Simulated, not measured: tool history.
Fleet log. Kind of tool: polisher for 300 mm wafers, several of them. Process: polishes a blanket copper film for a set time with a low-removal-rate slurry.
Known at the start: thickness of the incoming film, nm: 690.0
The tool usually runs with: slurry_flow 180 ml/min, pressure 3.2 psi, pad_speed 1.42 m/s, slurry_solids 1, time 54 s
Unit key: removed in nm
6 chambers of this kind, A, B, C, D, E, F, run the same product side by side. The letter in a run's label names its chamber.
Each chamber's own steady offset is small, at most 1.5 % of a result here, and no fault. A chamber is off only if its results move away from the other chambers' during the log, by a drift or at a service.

run   hour  slurry_flow  pressure  pad_speed  slurry_solids  time  wafers polished on this pad  hours since the slurry nozzle was cleaned  hours since the head pressure was calibrated  hours since the slurry blender was calibrated  removed
 1C      6          180       3.2       1.42              1    54                          223                                      158.5                                         724.5                                            219   298.11
       6.2  -- chamber D: worn pad replaced by a new one
 2E     13          180       3.2       1.42              1    54                          868                                        254                                         315.7                                          307.2   295.43
 3F   20.4          180       3.2       1.42              1    54                          626                                      415.3                                         408.5                                          142.1   298.86
      21.8  -- chamber E: worn pad replaced by a new one
 4D   28.6          180       3.2       1.42              1    54                          314                                       85.5                                         984.2                                            111   303.17
      29.7  -- chamber B: worn pad replaced by a new one
      32.6  -- chamber E: head pressure recalibrated
 5A   34.5          180       3.2       1.42              1    41                          905                                        121                                        1393.6                                          340.6   229.68
      36.7  -- chamber F: slurry blender recalibrated
      39.3  -- chamber F: worn pad replaced by a new one
 6B   40.5          180       3.2       1.42              1    41                          152                                      682.8                                         797.4                                          391.4   224.87
 7F   45.7          180       3.2       1.42              1    41                           90                                      440.6                                         433.8                                              9   226.93
 8C   55.8          180       3.2       1.42              1    41                          920                                      208.3                                         774.3                                          268.8   222.58
      63.9  -- chamber D: worn pad replaced by a new one
 9A   63.9          180       3.2       1.42              1    41                         1317                                      150.4                                          1423                                            370   226.67
      65.4  -- chamber A: worn pad replaced by a new one
10D   71.2          180       3.2       1.42              1    41                          102                                      128.1                                        1026.8                                          153.6   228.44
      79.5  -- chamber E: worn pad replaced by a new one
        80  -- chamber C: worn pad replaced by a new one
11E   81.4          180       3.2       1.42              1    54                           26                                      322.4                                          48.8                                          375.6   295.51
      81.6  -- chamber D: head pressure recalibrated
      82.2  -- chamber A: slurry blender recalibrated
12B   86.4          180       3.2       1.42              1    70                          795                                      728.7                                         843.3                                          437.3   385.17
      92.7  -- chamber B: worn pad replaced by a new one
13A   95.4          180       3.2       1.42              1    70                          420                                      181.9                                        1454.5                                           13.2   389.21
      95.7  -- chamber E: slurry blender recalibrated
14F  100.8          180       3.2       1.42              1    70                          862                                      495.7                                         488.9                                           64.1   391.49
     104.8  -- chamber F: worn pad replaced by a new one
15B  109.9          180       3.2       1.42              1    70                          242                                      752.2                                         866.8                                          460.8   391.47
16D  115.5          180       3.2       1.42              1    70                          723                                      172.4                                          33.9                                          197.9   393.94
     121.1  -- chamber D: worn pad replaced by a new one
17E  122.8          180       3.2       1.42              1    70                          606                                      363.8                                          90.2                                           27.1    383.7
18C  131.4          180       3.2       1.42              1    54                          720                                      283.9                                         849.9                                          344.4   296.21
19B  138.1          180       3.2       1.42              1    54                          637                                      780.4                                           895                                            489   299.61
20F  147.4          180       3.2       1.42              1    54                          597                                      542.3                                         535.5                                          110.7      298
     153.9  -- chamber A: worn pad replaced by a new one
     155.8  -- chamber E: worn pad replaced by a new one
21C  156.4          180       3.2       1.42              1    54                         1070                                      308.9                                         874.9                                          369.4   297.03
     159.5  -- chamber B: slurry blender recalibrated
       161  -- chamber B: worn pad replaced by a new one
     163.1  -- chamber A: head pressure recalibrated
22D  164.9          180       3.2       1.42              1    54                          614                                      221.8                                          83.3                                          247.3   300.96
23E  170.2          180       3.2       1.42              1    54                          203                                      411.2                                         137.6                                           74.5   296.68
     171.6  -- chamber C: worn pad replaced by a new one
     173.1  -- chamber F: worn pad replaced by a new one
24A    179          180       3.2       1.42              1    54                          352                                      265.5                                            16                                           96.8   284.26
25F  183.9          180       3.2       1.42              1    54                          152                                      578.8                                           572                                          147.2   295.44
     187.5  -- chamber D: worn pad replaced by a new one
26B  188.8          180       3.2       1.42              1    54                          389                                      831.1                                         945.7                                           29.4   298.66
     192.7  -- chamber F: slurry blender recalibrated
27E  195.6          180       3.2       1.42              1    54                          558                                      436.6                                           163                                           99.9   296.68
28C    205          180       3.2       1.62            1.2    54                          467                                      357.5                                         923.5                                            418   351.72
29D  210.5          180       3.2       1.62            1.2    54                          322                                      267.4                                         128.9                                          292.9   358.22
30A  218.2          180       3.2       1.62            1.2    54                          901                                      304.7                                          55.2                                            136   345.02
     226.2  -- chamber E: worn pad replaced by a new one
     227.7  -- chamber C: slurry blender recalibrated
31D  227.7          180       3.2       1.62            1.2    54                          563                                      284.6                                         146.1                                          310.1   357.25
       231  -- chamber A: worn pad replaced by a new one
       232  -- chamber F: worn pad replaced by a new one
       233  -- chamber B: slurry nozzle cleaned
     233.9  -- chamber B: worn pad replaced by a new one
32F  237.8          180       3.2       1.62            1.2    54                           82                                      632.7                                         625.9                                           45.2   354.79
33E  247.2          180       3.2       1.62            1.2    54                          295                                      488.2                                         214.6                                          151.5    358.4
34C  256.2          180       3.2       1.42              1    68                         1185                                      408.7                                         974.7                                           28.5   370.16
     260.7  -- chamber D: worn pad replaced by a new one
     263.4  -- chamber C: worn pad replaced by a new one
35B  265.7          180       3.2       1.42              1    68                          446                                       32.8                                        1022.6                                          106.3   376.44
36A  271.1          180       3.2       1.42              1    68                          561                                      357.6                                         108.1                                          188.9   360.69
37D  278.8          180       3.2       1.42              1    68                          253                                      335.7                                         197.2                                          361.2   378.23
38C  287.4          180       3.2       1.42              1    68                          337                                      439.9                                        1005.9                                           59.7    375.4
39A  294.1          180       3.2       1.42              1    68                          883                                      380.6                                         131.1                                          211.9   360.57
     296.7  -- chamber F: worn pad replaced by a new one
     301.6  -- chamber E: worn pad replaced by a new one
40E  302.8          180       3.2       1.42              1    54                           17                                      543.8                                         270.2                                          207.1    292.7
     308.1  -- chamber B: worn pad replaced by a new one
41B  310.2          180       3.2       1.42              1    54                           30                                       77.3                                        1067.1                                          150.8   299.55
42F    315          180       3.2       1.42              1    54                          257                                      709.9                                         703.1                                          122.4   297.75
43D  324.8          180       3.2       1.42              1    54                          898                                      381.7                                         243.2                                          407.2   299.92
44B  332.5          180       3.2       1.42              1    54                          342                                       99.6                                        1089.4                                          173.1   300.29

Each of the 6 chambers runs these same settings next. Fill in every chamber's results:
45A  339.9          180       3.2       1.42              1    54                                                                                                                                                                             ?
45B  339.9          180       3.2       1.42              1    54                                                                                                                                                                             ?
45C  339.9          180       3.2       1.42              1    54                                                                                                                                                                             ?
45D  339.9          180       3.2       1.42              1    54                                                                                                                                                                             ?
45E  339.9          180       3.2       1.42              1    54                                                                                                                                                                             ?
45F  339.9          180       3.2       1.42              1    54                                                                                                                                                                             ?

run  removed
45A    285.1
45B   300.74
45C   293.98
45D   303.39
45E   295.42
45F   297.93

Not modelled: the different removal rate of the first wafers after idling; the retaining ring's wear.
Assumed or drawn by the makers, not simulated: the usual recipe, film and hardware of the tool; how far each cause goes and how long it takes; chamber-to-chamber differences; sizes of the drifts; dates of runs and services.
